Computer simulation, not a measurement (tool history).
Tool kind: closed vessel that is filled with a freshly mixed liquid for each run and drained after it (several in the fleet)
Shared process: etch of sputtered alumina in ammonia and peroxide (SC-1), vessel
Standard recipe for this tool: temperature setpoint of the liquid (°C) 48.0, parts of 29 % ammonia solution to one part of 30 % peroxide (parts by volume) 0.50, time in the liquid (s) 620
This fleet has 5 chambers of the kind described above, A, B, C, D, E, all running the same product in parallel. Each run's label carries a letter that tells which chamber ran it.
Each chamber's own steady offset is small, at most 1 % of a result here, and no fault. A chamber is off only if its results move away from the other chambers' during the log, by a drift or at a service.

run   hour  temperature setpoint of the liquid (°C)  parts of 29 % ammonia solution to one part of 30 % peroxide (parts by volume)  time in the liquid (s)  read-back film thickness of the sputtered alumina reference wafer, read on the same gauge (nm)  thickness taken off the sputtered alumina on a monitor wafer (nm)
 1D    8.4                                     48.0                                                                           0.50                     620                                                                                          49.986                                                             28.891
 2A   14.3                                     48.0                                                                           0.50                     620                                                                                          50.014                                                             29.134
 3C   20.9                                     48.0                                                                           0.50                     620                                                                                          49.974                                                             28.671
 4E   31.3                                     48.0                                                                           0.50                     620                                                                                          49.969                                                             28.787
 5B   39.5                                     40.5                                                                           0.25                     620                                                                                          49.978                                                             17.662
 6B   47.5                                     40.5                                                                           0.25                     620                                                                                          50.029                                                             17.702
 7E   54.7                                     40.5                                                                           0.25                     620                                                                                          49.985                                                             17.698
 8C   61.6                                     40.5                                                                           0.25                     620                                                                                          50.019                                                             17.396
 9A   70.8                                     40.5                                                                           0.25                     620                                                                                          50.022                                                             17.671
10D   81.1                                     48.0                                                                           0.50                     825                                                                                          50.003                                                             38.243
11B   91.7                                     48.0                                                                           0.50                     825                                                                                          50.020                                                             38.387
12D  101.2                                     48.0                                                                           0.50                     825                                                                                          49.988                                                             38.280
13C  109.0                                     48.0                                                                           0.50                     825                                                                                          49.990                                                             37.948
14E  116.1                                     48.0                                                                           0.50                     825                                                                                          49.978                                                             38.270
15A  123.9                                     48.0                                                                           0.60                     620                                                                                          49.954                                                             29.507
16B  131.9                                     48.0                                                                           0.60                     620                                                                                          49.983                                                             29.336
17C  140.4                                     48.0                                                                           0.60                     620                                                                                          49.996                                                             29.252
18E  146.2                                     48.0                                                                           0.60                     620                                                                                          50.003                                                             29.325
19A  151.3                                     48.0                                                                           0.60                     620                                                                                          50.002                                                             29.257
20D  159.5                                     48.0                                                                           0.50                     620                                                                                          50.030                                                             28.798
21C  164.3                                     48.0                                                                           0.50                     620                                                                                          49.994                                                             28.717
22A  174.2                                     48.0                                                                           0.50                     620                                                                                          50.034                                                             28.952
23E  183.8                                     48.0                                                                           0.50                     620                                                                                          49.975                                                             28.910
     184.3  -- chamber E: new drum of ammonia solution connected
24B  192.7                                     48.0                                                                           0.50                     620                                                                                          49.994                                                             28.415
     199.3  -- chamber A: ammonia flow meter replaced
25D  200.1                                     48.0                                                                           0.50                     620                                                                                          49.981                                                             28.719
26A  206.2                                     48.0                                                                           0.50                     620                                                                                          49.982                                                             29.010
27D  212.5                                     48.0                                                                           0.50                     620                                                                                          50.019                                                             28.605
28E  217.4                                     48.0                                                                           0.50                     620                                                                                          50.022                                                             28.994
29C  223.0                                     48.0                                                                           0.50                     620                                                                                          50.004                                                             28.581
30B  230.4                                     48.0                                                                           0.50                     620                                                                                          50.012                                                             28.486
31A  237.5                                     42.0                                                                           0.50                     375                                                                                          50.004                                                             12.361
32D  244.6                                     42.0                                                                           0.50                     375                                                                                          49.972                                                             12.322
33C  253.3                                     42.0                                                                           0.50                     375                                                                                          49.996                                                             12.394
34B  261.3                                     42.0                                                                           0.50                     375                                                                                          50.020                                                             12.182
35E  267.6                                     42.0                                                                           0.50                     375                                                                                          49.986                                                             12.547
36C  275.1                                     48.0                                                                           0.50                     620                                                                                          49.996                                                             28.903
37D  281.5                                     48.0                                                                           0.50                     620                                                                                          50.015                                                             28.669
38A  290.2                                     48.0                                                                           0.50                     620                                                                                          50.026                                                             28.962
     294.5  -- chamber D: thermometer replaced
39E  300.3                                     48.0                                                                           0.50                     620                                                                                          49.996                                                             28.848
     301.6  -- chamber B: new drum of ammonia solution connected
40B  307.9                                     48.0                                                                           0.25                     495                                                                                          50.010                                                             20.914
41B  314.6                                     48.0                                                                           0.25                     495                                                                                          50.017                                                             20.906
     322.0  -- chamber D: new drum of ammonia solution connected
42C  322.6                                     48.0                                                                           0.25                     495                                                                                          49.966                                                             21.377
43D  328.0                                     48.0                                                                           0.25                     495                                                                                          49.989                                                             21.563
44E  336.1                                     48.0                                                                           0.25                     495                                                                                          49.974                                                             21.872

Is one chamber off against the others, does the gauge drift, or is nothing wrong? If a chamber is off, say which, and what the likeliest cause is.

Little by little, chamber B moves away from the other chambers.
What lies behind it: liquid colder than its thermometer reads (K) = 0.546.

Below are 4 candidate recipes for chamber B's next run, each the usual settings with a change, their results shown as question marks. Which of them brings B's results back in line with what the other chambers give on the usual settings?
To be in line, a result may differ from the other chambers' mean on the usual settings by at most: thickness taken off the sputtered alumina on a monitor wafer (nm) 0.390
45B-1  343.6                                     48.5                                                                           0.50                     640                                                                                                                                                                  ?
45B-2  343.6                                     48.5                                                                           0.50                     620                                                                                                                                                                  ?
45B-3  343.6                                     48.0                                                                           0.50                     600                                                                                                                                                                  ?
45B-4  343.6                                     48.0                                                                           0.50                     580                                                                                                                                                                  ?

The mean the other chambers reach with the usual settings: thickness taken off the sputtered alumina on a monitor wafer (nm) 28.850
  run  thickness taken off the sputtered alumina on a monitor wafer (nm)
45B-1                                                             29.678
45B-2                                                             28.751
45B-3                                                             27.056
45B-4                                                             26.155
With 45B-2, the chamber falls back in line with the rest.
